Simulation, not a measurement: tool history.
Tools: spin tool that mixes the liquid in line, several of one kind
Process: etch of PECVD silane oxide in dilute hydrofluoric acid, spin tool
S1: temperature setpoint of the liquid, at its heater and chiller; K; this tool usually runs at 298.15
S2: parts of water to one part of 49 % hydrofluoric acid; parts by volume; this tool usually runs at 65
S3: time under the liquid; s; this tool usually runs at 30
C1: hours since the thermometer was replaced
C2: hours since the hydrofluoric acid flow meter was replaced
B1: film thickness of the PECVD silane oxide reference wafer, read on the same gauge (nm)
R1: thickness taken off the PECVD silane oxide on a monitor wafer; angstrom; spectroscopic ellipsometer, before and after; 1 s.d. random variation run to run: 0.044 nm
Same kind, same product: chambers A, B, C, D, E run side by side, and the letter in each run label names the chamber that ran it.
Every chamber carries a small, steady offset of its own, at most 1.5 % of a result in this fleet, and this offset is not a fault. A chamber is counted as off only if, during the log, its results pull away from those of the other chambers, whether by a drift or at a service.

run,hour,S1,S2,S3,C1,C2,B1,R1
1D,13.1,298.15,65,30,859.2,701.8,39.988,125.24
2C,22.3,298.15,65,30,263.4,1249.6,40.012,125.62
3A,33.2,298.15,65,30,902.3,1649.4,40.015,124.85
4B,43.7,298.15,65,30,1755.9,179.0,40.043,124.64
5E,54.5,298.15,65,30,570.9,1320.3,39.969,123.49
6A,62.8,298.15,65,30,931.9,1679.0,40.008,124.97
7C,69.1,298.15,65,30,310.2,1296.4,39.994,126.11
8E,75.0,298.15,65,30,591.4,1340.8,39.950,123.09
9D,86.3,298.15,65,30,932.4,775.0,40.011,124.96
10B,96.3,294.15,65,30,1808.5,231.6,40.008,105.07
11B,105.6,294.15,65,30,1817.8,240.9,39.990,105.48
12C,116.5,294.15,65,30,357.6,1343.8,40.002,106.37
13E,129.4,294.15,65,30,645.8,1395.2,39.957,104.93
14A,141.1,294.15,65,30,1010.2,1757.3,39.953,105.48
15D,152.3,298.15,65,30,998.4,841.0,40.036,125.11
16E,163.4,298.15,65,30,679.8,1429.2,39.952,123.73
17A,176.4,300.65,65,30,1045.5,1792.6,39.974,136.72
18D,183.6,300.65,65,30,1029.7,872.3,40.011,138.20
# hour 190.4: chamber C: hydrofluoric acid flow meter replaced
19B,191.7,300.65,65,30,1903.9,327.0,39.994,137.04
20C,202.5,300.65,65,30,443.6,12.2,39.993,137.84
21C,212.0,300.65,65,30,453.1,21.7,39.972,138.23
# hour 217.5: chamber D: thermometer replaced
22E,222.7,298.15,65,30,739.1,1488.5,39.974,122.93
23D,233.0,298.15,65,30,15.5,921.7,39.980,124.68
24A,241.5,298.15,65,30,1110.6,1857.7,39.962,124.85
25B,247.3,298.15,65,30,1959.5,382.6,40.026,123.70
26B,259.3,298.15,65,30,1971.5,394.6,39.992,122.92
# hour 263.4: chamber E: hydrofluoric acid flow meter replaced
27D,270.9,298.15,65,30,53.4,959.6,40.006,124.41
28E,278.2,298.15,65,30,794.6,14.9,39.952,123.71
29A,285.9,298.15,65,30,1155.0,1902.1,39.993,124.40
30C,293.0,298.15,65,30,534.1,102.7,39.995,126.36
31E,299.8,298.15,65,30,816.2,36.5,40.032,122.92
32D,306.5,298.15,65,30,89.0,995.2,39.989,124.40
33C,319.3,298.15,65,30,560.4,129.0,40.027,126.26
34A,326.5,298.15,65,30,1195.6,1942.7,40.047,124.70
35B,332.5,298.15,65,30,2044.7,467.8,40.000,123.19
# hour 332.8: chamber C: thermometer replaced
36A,342.9,298.15,65,30,1212.0,1959.1,39.981,124.07
37D,349.1,296.65,50,30,131.6,1037.8,40.014,155.65
38E,358.5,296.65,50,30,874.9,95.2,39.998,154.78
39C,370.3,296.65,50,30,37.5,180.0,40.018,156.05
40B,378.0,296.65,50,30,2090.2,513.3,40.040,155.33
41C,385.2,296.65,50,30,52.4,194.9,39.998,156.46
42A,395.3,298.15,65,30,1264.4,2011.5,40.062,124.17

All chambers now run identical settings, listed one chamber a line with results as question marks. What results will each chamber show?
43A,404.7,298.15,65,30,,,,?
43B,404.7,298.15,65,30,,,,?
43C,404.7,298.15,65,30,,,,?
43D,404.7,298.15,65,30,,,,?
43E,404.7,298.15,65,30,,,,?

run,R1
43A,124.29
43B,123.48
43C,125.17
43D,124.69
43E,124.25

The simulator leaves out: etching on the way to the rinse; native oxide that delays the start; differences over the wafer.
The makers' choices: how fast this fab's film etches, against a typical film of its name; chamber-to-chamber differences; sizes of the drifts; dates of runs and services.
